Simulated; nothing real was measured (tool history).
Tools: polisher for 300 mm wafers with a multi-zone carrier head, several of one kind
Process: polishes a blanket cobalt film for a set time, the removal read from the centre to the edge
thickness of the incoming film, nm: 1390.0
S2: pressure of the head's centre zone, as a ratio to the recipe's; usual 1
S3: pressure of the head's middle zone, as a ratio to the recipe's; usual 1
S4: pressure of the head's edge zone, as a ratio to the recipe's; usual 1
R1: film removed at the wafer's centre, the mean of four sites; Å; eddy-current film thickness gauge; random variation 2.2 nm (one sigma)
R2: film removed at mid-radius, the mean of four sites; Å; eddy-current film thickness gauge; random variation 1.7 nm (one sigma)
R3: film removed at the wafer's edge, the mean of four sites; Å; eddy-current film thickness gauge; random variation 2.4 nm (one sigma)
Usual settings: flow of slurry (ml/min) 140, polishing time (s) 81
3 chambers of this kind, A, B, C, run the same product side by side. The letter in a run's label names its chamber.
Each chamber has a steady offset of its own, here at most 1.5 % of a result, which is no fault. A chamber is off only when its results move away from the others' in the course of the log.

{"run": "1A", "hour": 8.1, "flow of slurry (ml/min)": 140, "S2": 1, "S3": 1, "S4": 1, "polishing time (s)": 81, "R1": 2347.3, "R2": 2338.2, "R3": 2384.4}
{"hour": 11.8, "done": "chamber C: worn pad replaced by a new one"}
{"run": "2C", "hour": 17.1, "flow of slurry (ml/min)": 140, "S2": 1, "S3": 1, "S4": 1, "polishing time (s)": 81, "R1": 2340.5, "R2": 2383.7, "R3": 2400.5}
{"hour": 17.7, "done": "chamber B: worn pad replaced by a new one"}
{"hour": 22.3, "done": "chamber B: centre zone pressure recalibrated"}
{"run": "3B", "hour": 29.1, "flow of slurry (ml/min)": 140, "S2": 1, "S3": 1, "S4": 1, "polishing time (s)": 81, "R1": 2351.7, "R2": 2358, "R3": 2344.6}
{"run": "4B", "hour": 38.0, "flow of slurry (ml/min)": 140, "S2": 1, "S3": 1, "S4": 1, "polishing time (s)": 81, "R1": 2351.4, "R2": 2377.8, "R3": 2349.2}
{"hour": 38.3, "done": "chamber A: edge zone pressure recalibrated"}
{"hour": 42.8, "done": "chamber A: worn pad replaced by a new one"}
{"run": "5A", "hour": 48.2, "flow of slurry (ml/min)": 140, "S2": 1, "S3": 1, "S4": 1, "polishing time (s)": 81, "R1": 2386, "R2": 2366.7, "R3": 2384.3}
{"run": "6C", "hour": 56.1, "flow of slurry (ml/min)": 140, "S2": 1, "S3": 1, "S4": 1, "polishing time (s)": 81, "R1": 2339.4, "R2": 2360.7, "R3": 2384}
{"hour": 63.4, "done": "chamber C: worn pad replaced by a new one"}
{"run": "7B", "hour": 67.8, "flow of slurry (ml/min)": 140, "S2": 1, "S3": 1.09, "S4": 1, "polishing time (s)": 81, "R1": 2359, "R2": 2534.5, "R3": 2286.7}
{"hour": 73.0, "done": "chamber B: worn pad replaced by a new one"}
{"hour": 73.1, "done": "chamber A: centre zone pressure recalibrated"}
{"hour": 77.7, "done": "chamber B: slurry nozzle cleaned"}
{"run": "8C", "hour": 78.3, "flow of slurry (ml/min)": 140, "S2": 1, "S3": 1.09, "S4": 1, "polishing time (s)": 81, "R1": 2331.3, "R2": 2551.7, "R3": 2356.3}
{"hour": 89.2, "done": "chamber C: edge zone pressure recalibrated"}
{"hour": 89.6, "done": "chamber C: slurry nozzle cleaned"}
{"run": "9A", "hour": 90.2, "flow of slurry (ml/min)": 140, "S2": 1, "S3": 1.09, "S4": 1, "polishing time (s)": 81, "R1": 2338.8, "R2": 2525.7, "R3": 2314}
{"hour": 94.1, "done": "chamber A: worn pad replaced by a new one"}
{"run": "10A", "hour": 100.6, "flow of slurry (ml/min)": 140, "S2": 1, "S3": 1, "S4": 1, "polishing time (s)": 81, "R1": 2353.6, "R2": 2368.8, "R3": 2332}
{"run": "11C", "hour": 109.8, "flow of slurry (ml/min)": 140, "S2": 1, "S3": 1, "S4": 1, "polishing time (s)": 81, "R1": 2346.6, "R2": 2378.8, "R3": 2385.8}
{"run": "12B", "hour": 115.8, "flow of slurry (ml/min)": 140, "S2": 1, "S3": 1, "S4": 1, "polishing time (s)": 81, "R1": 2332.9, "R2": 2383.2, "R3": 2332.3}
{"hour": 124.7, "done": "chamber C: worn pad replaced by a new one"}
{"run": "13A", "hour": 126.7, "flow of slurry (ml/min)": 140, "S2": 1, "S3": 1, "S4": 1, "polishing time (s)": 81, "R1": 2350.4, "R2": 2347.3, "R3": 2350.4}
{"hour": 131.5, "done": "chamber B: worn pad replaced by a new one"}
{"run": "14B", "hour": 136.3, "flow of slurry (ml/min)": 140, "S2": 1, "S3": 1, "S4": 1, "polishing time (s)": 81, "R1": 2362.5, "R2": 2360.8, "R3": 2383.2}
{"run": "15C", "hour": 145.9, "flow of slurry (ml/min)": 140, "S2": 1, "S3": 1, "S4": 1, "polishing time (s)": 81, "R1": 2315.6, "R2": 2389.7, "R3": 2417.9}
{"run": "16A", "hour": 151.3, "flow of slurry (ml/min)": 140, "S2": 1, "S3": 1.08, "S4": 1.09, "polishing time (s)": 81, "R1": 2366.8, "R2": 2510, "R3": 2460.1}
{"hour": 155.8, "done": "chamber A: worn pad replaced by a new one"}
{"run": "17C", "hour": 156.8, "flow of slurry (ml/min)": 140, "S2": 1, "S3": 1.08, "S4": 1.09, "polishing time (s)": 81, "R1": 2351.7, "R2": 2568, "R3": 2536.9}
{"run": "18B", "hour": 168.2, "flow of slurry (ml/min)": 140, "S2": 1, "S3": 1.08, "S4": 1.09, "polishing time (s)": 81, "R1": 2311.9, "R2": 2565.3, "R3": 2433.9}
{"hour": 171.4, "done": "chamber C: centre zone pressure recalibrated"}
{"run": "19B", "hour": 173.7, "flow of slurry (ml/min)": 140, "S2": 1, "S3": 1, "S4": 1, "polishing time (s)": 81, "R1": 2308.3, "R2": 2368.9, "R3": 2360.7}
{"hour": 181.7, "done": "chamber B: worn pad replaced by a new one"}
{"run": "20C", "hour": 182.3, "flow of slurry (ml/min)": 140, "S2": 1, "S3": 1, "S4": 0.96, "polishing time (s)": 60, "R1": 1595.7, "R2": 1756.3, "R3": 1737.1}
{"hour": 184.0, "done": "chamber C: worn pad replaced by a new one"}
{"run": "21A", "hour": 191.7, "flow of slurry (ml/min)": 140, "S2": 1, "S3": 1, "S4": 0.96, "polishing time (s)": 60, "R1": 1767.4, "R2": 1746.5, "R3": 1717.9}
{"run": "22B", "hour": 197.5, "flow of slurry (ml/min)": 140, "S2": 1, "S3": 1, "S4": 0.96, "polishing time (s)": 60, "R1": 1737.2, "R2": 1739, "R3": 1684}
{"run": "23C", "hour": 206.0, "flow of slurry (ml/min)": 140, "S2": 1, "S3": 1, "S4": 1, "polishing time (s)": 81, "R1": 2164.2, "R2": 2377.8, "R3": 2375.6}
{"run": "24A", "hour": 211.4, "flow of slurry (ml/min)": 140, "S2": 1, "S3": 1.06, "S4": 1, "polishing time (s)": 101, "R1": 2902.7, "R2": 3061.2, "R3": 2839.2}
{"hour": 217.7, "done": "chamber A: worn pad replaced by a new one"}
{"run": "25C", "hour": 220.9, "flow of slurry (ml/min)": 140, "S2": 1, "S3": 1.06, "S4": 1, "polishing time (s)": 101, "R1": 2647, "R2": 3136.1, "R3": 3039.8}
{"run": "26B", "hour": 230.6, "flow of slurry (ml/min)": 140, "S2": 1, "S3": 1.06, "S4": 1, "polishing time (s)": 101, "R1": 2951.1, "R2": 3098.3, "R3": 2902.8}
{"run": "27A", "hour": 236.9, "flow of slurry (ml/min)": 140, "S2": 1, "S3": 1, "S4": 1, "polishing time (s)": 81, "R1": 2344.6, "R2": 2355.2, "R3": 2359.3}
{"hour": 240.2, "done": "chamber C: worn pad replaced by a new one"}
{"run": "28C", "hour": 245.1, "flow of slurry (ml/min)": 140, "S2": 1, "S3": 1, "S4": 1, "polishing time (s)": 81, "R1": 2118.6, "R2": 2383.8, "R3": 2400.4}
{"hour": 245.9, "done": "chamber B: worn pad replaced by a new one"}
{"run": "29B", "hour": 251.2, "flow of slurry (ml/min)": 140, "S2": 1, "S3": 1.09, "S4": 1, "polishing time (s)": 94, "R1": 2713.4, "R2": 2984.8, "R3": 2694.9}
{"run": "30A", "hour": 262.7, "flow of slurry (ml/min)": 140, "S2": 1, "S3": 1.09, "S4": 1, "polishing time (s)": 94, "R1": 2693.4, "R2": 2941, "R3": 2715.5}
{"run": "31B", "hour": 271.5, "flow of slurry (ml/min)": 140, "S2": 1, "S3": 1.09, "S4": 1, "polishing time (s)": 94, "R1": 2714.2, "R2": 2942.2, "R3": 2687.3}
{"hour": 275.0, "done": "chamber A: worn pad replaced by a new one"}
{"run": "32C", "hour": 277.3, "flow of slurry (ml/min)": 140, "S2": 1, "S3": 1, "S4": 1, "polishing time (s)": 81, "R1": 2147.7, "R2": 2349.3, "R3": 2398.6}
{"run": "33A", "hour": 283.8, "flow of slurry (ml/min)": 140, "S2": 1, "S3": 1, "S4": 1.09, "polishing time (s)": 81, "R1": 2351.1, "R2": 2346.8, "R3": 2446.2}

Is one chamber off against the others, does the gauge drift, or is nothing wrong? If a chamber is off, say which, and what the likeliest cause is.

A service left chamber C off against the others.
Cause: centre zone's pressure below its setpoint, % = 7.88.

Here are 4 candidates for chamber C's next run, each the usual settings with a change, their results left as question marks. Which one brings its results back in line with what the others give on the usual settings?
In line means no further than this from the other chambers' mean on the usual settings: R1 75 Å; R2 60 Å; R3 84 Å
{"run": "34C-1", "hour": 292.4, "flow of slurry (ml/min)": 155, "S2": 1.17, "S3": 0.98, "S4": 0.93, "polishing time (s)": 80, "R1": "?", "R2": "?", "R3": "?"}
{"run": "34C-2", "hour": 292.4, "flow of slurry (ml/min)": 130, "S2": 0.85, "S3": 1.02, "S4": 1.06, "polishing time (s)": 82, "R1": "?", "R2": "?", "R3": "?"}
{"run": "34C-3", "hour": 292.4, "flow of slurry (ml/min)": 145, "S2": 1.08, "S3": 0.99, "S4": 0.97, "polishing time (s)": 80, "R1": "?", "R2": "?", "R3": "?"}
{"run": "34C-4", "hour": 292.4, "flow of slurry (ml/min)": 135, "S2": 0.92, "S3": 1.01, "S4": 1.03, "polishing time (s)": 82, "R1": "?", "R2": "?", "R3": "?"}

The other chambers' mean on the usual settings: R1 2345.9 Å; R2 2351.6 Å; R3 2334.3 Å
run=34C-1 R1=2578.5 R2=2328.7 R3=2289.2
run=34C-2 R1=1781.3 R2=2393.4 R3=2448.6
run=34C-3 R1=2328.4 R2=2321.7 R3=2317.5
run=34C-4 R1=1965.1 R2=2390.4 R3=2425.4
34C-3 brings the chamber back in line.

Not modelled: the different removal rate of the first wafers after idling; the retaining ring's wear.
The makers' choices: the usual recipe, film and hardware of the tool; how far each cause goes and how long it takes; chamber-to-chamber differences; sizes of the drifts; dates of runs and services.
